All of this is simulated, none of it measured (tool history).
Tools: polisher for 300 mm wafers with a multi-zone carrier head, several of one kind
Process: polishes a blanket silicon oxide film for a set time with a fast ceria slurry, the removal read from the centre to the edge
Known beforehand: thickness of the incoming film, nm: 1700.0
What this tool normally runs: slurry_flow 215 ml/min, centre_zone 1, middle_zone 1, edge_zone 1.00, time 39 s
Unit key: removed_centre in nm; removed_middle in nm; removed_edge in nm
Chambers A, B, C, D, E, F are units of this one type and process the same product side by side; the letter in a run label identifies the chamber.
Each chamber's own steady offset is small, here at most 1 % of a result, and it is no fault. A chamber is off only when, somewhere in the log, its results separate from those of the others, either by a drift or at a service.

run,hour,slurry_flow,centre_zone,middle_zone,edge_zone,time,wafers polished on this pad,hours since the slurry nozzle was cleaned,hours since the centre zone pressure was calibrated,hours since the edge zone pressure was calibrated,removed_centre,removed_middle,removed_edge
# hour 0.1: chamber A: centre zone pressure recalibrated
1A,14.8,215,1,1,1.00,39,326,47.4,14.8,143.6,586.92,597.81,583.30
# hour 21.2: chamber C: slurry nozzle cleaned
# hour 23.7: chamber D: worn pad replaced by a new one
# hour 24.9: chamber F: worn pad replaced by a new one
2E,26.6,215,1,1,1.00,39,1387,598.2,257.8,474.5,590.11,581.65,595.42
# hour 28.6: chamber E: worn pad replaced by a new one
# hour 38.8: chamber C: worn pad replaced by a new one
3D,41.5,215,1,1,1.00,39,144,544.1,99.5,535.3,595.48,596.27,599.24
4C,49.4,215,1,1,1.00,39,86,28.2,159.8,79.2,594.33,596.21,603.94
5B,56.5,215,1,1,1.00,39,1095,74.9,60.2,753.2,595.09,593.63,585.92
# hour 65.1: chamber B: worn pad replaced by a new one
6F,66.0,215,1,1,1.00,46,332,387.3,319.8,156.6,710.94,688.11,719.14
# hour 73.3: chamber D: edge zone pressure recalibrated
# hour 75.2: chamber A: worn pad replaced by a new one
7A,78.5,215,1,1,1.00,46,26,111.1,78.5,207.3,696.96,686.16,703.40
8F,86.3,215,1,1,1.00,46,496,407.6,340.1,176.9,700.37,698.57,674.76
9D,99.9,215,1,1,1.00,46,616,602.5,157.9,26.6,714.44,683.87,710.88
# hour 107.5: chamber F: worn pad replaced by a new one
10B,107.9,215,1,1,1.00,46,346,126.3,111.6,804.6,701.37,699.22,708.38
# hour 110.0: chamber D: worn pad replaced by a new one
11E,115.6,215,1,1,1.00,46,703,687.2,346.8,563.5,703.06,701.63,700.31
12C,125.2,215,1,1,1.00,39,698,104.0,235.6,155.0,593.72,589.77,586.91
# hour 131.4: chamber D: slurry nozzle cleaned
# hour 133.5: chamber E: slurry nozzle cleaned
13E,138.4,215,1,1,1.00,39,887,5.0,369.6,586.3,586.94,586.49,592.59
# hour 141.0: chamber C: worn pad replaced by a new one
14D,145.9,285,1,1,1.00,39,290,14.5,203.9,72.6,620.30,599.42,616.45
15A,154.6,285,1,1,1.00,39,642,187.2,154.6,283.4,613.28,606.49,586.07
16C,162.2,285,1,1,1.00,39,171,141.0,272.6,192.0,617.12,606.64,607.43
# hour 162.3: chamber A: worn pad replaced by a new one
17B,176.1,285,1,1,1.00,39,897,194.5,179.8,872.8,617.33,608.99,605.23
18F,185.4,285,1,1,1.00,39,630,506.7,439.2,276.0,621.31,639.76,620.32
# hour 199.6: chamber E: edge zone pressure recalibrated
19A,199.7,285,1,1,1.00,39,302,232.3,199.7,328.5,614.02,616.91,612.97
# hour 208.4: chamber F: worn pad replaced by a new one
# hour 212.0: chamber B: worn pad replaced by a new one
20D,214.1,215,1,1,1.00,39,842,82.7,272.1,140.8,593.96,580.21,583.25
# hour 217.4: chamber D: worn pad replaced by a new one
21C,222.6,215,1,1,1.00,39,660,201.4,333.0,252.4,586.90,595.09,601.04
# hour 229.6: chamber C: slurry nozzle cleaned
# hour 229.7: chamber E: worn pad replaced by a new one
22F,235.7,215,1,1,1.00,39,221,557.0,489.5,326.3,593.38,605.30,587.79
# hour 236.5: chamber C: worn pad replaced by a new one
# hour 249.5: chamber A: edge zone pressure recalibrated
23B,251.4,215,1,1,1.00,39,318,269.8,255.1,948.1,596.71,599.52,595.29
24E,259.9,215,1,1,1.00,39,244,126.5,491.1,60.4,600.62,599.94,592.20
# hour 264.9: chamber A: worn pad replaced by a new one
# hour 269.9: chamber F: edge zone pressure recalibrated
25E,274.8,215,1,1,1.00,39,365,141.4,506.0,75.3,601.17,596.46,596.85
# hour 281.7: chamber A: slurry nozzle cleaned
26F,284.4,215,1,1,1.00,39,614,605.7,538.2,14.5,593.25,594.44,591.29
# hour 297.3: chamber F: worn pad replaced by a new one
27B,299.9,215,1,1,1.00,39,710,318.3,303.6,996.6,602.46,595.36,581.32
# hour 300.6: chamber D: worn pad replaced by a new one
28A,308.5,215,1,1,1.00,39,353,26.8,308.5,59.0,586.96,583.81,595.00
# hour 312.6: chamber F: centre zone pressure recalibrated
29C,323.4,215,1,1,1.00,39,703,93.8,433.8,353.2,594.87,601.19,576.64
# hour 327.1: chamber C: worn pad replaced by a new one
30D,339.4,215,1,1,1.00,39,313,208.0,397.4,266.1,591.76,611.02,583.99
# hour 342.4: chamber F: slurry nozzle cleaned
# hour 346.7: chamber A: worn pad replaced by a new one
31E,350.4,215,1,1,1.00,39,976,217.0,581.6,150.9,613.44,594.09,600.48
32C,364.6,165,1,1,1.00,32,303,135.0,475.0,394.4,466.39,476.77,477.39
# hour 370.5: chamber B: worn pad replaced by a new one
33F,372.3,165,1,1,1.00,32,606,29.9,59.8,102.4,473.12,455.51,472.20
34A,380.3,165,1,1,1.00,32,271,98.6,380.3,130.8,463.20,468.64,467.36
35D,387.6,165,1,1,1.00,32,703,256.2,445.6,314.3,471.68,469.12,477.70
# hour 394.8: chamber E: worn pad replaced by a new one
# hour 397.0: chamber F: worn pad replaced by a new one
36B,398.2,165,1,1,1.00,32,224,416.6,401.9,1094.9,471.78,469.78,470.31
# hour 403.5: chamber D: worn pad replaced by a new one
37A,409.0,165,1,1,1.00,32,503,127.3,409.0,159.5,459.44,464.12,474.27
# hour 409.4: chamber C: worn pad replaced by a new one
38D,421.2,255,1,1,0.89,39,143,289.8,479.2,347.9,606.80,613.95,578.19
# hour 422.4: chamber C: slurry nozzle cleaned
39E,435.5,255,1,1,0.89,39,329,302.1,666.7,236.0,647.26,599.84,582.32
40B,447.8,255,1,1,0.89,39,625,466.2,451.5,1144.5,619.80,604.04,576.00
41C,462.5,255,1,1,0.89,39,429,40.1,572.9,492.3,615.19,595.10,568.83
42F,472.0,255,1,1,0.89,39,606,129.6,159.5,202.1,609.21,610.29,570.25

Does one chamber stand apart from the rest, does the shared gauge drift, or is all well apart from small per-chamber offsets? Give the chamber and the most likely cause, where there is one.

Chamber E drifts away from the others.
Likeliest cause: centre zone's pressure above its setpoint, % = 5.86.

Chamber E could run next with any of the 4 candidate recipes listed below; each alters the usual settings, and their results appear as question marks. Which one brings its results back in line with what the other chambers deliver on the usual settings?
To be in line, a result may differ from the other chambers' mean on the usual settings by at most: removed_centre 14.00 nm; removed_middle 28.00 nm; removed_edge 30.00 nm
43E-1,483.5,215,1.05,0.98,0.99,39,,,,,?,?,?
43E-2,483.5,215,0.99,1.00,1.00,39,,,,,?,?,?
43E-3,483.5,215,1.01,1.00,1.00,39,,,,,?,?,?
43E-4,483.5,210,0.95,1.02,1.01,39,,,,,?,?,?

Other chambers, usual settings, mean: removed_centre 593.71 nm; removed_middle 593.03 nm; removed_edge 593.41 nm
run,removed_centre,removed_middle,removed_edge
43E-1,662.74,577.33,588.11
43E-2,621.71,588.41,591.03
43E-3,635.42,588.34,591.03
43E-4,592.27,597.52,592.54
43E-4 brings the chamber back in line.
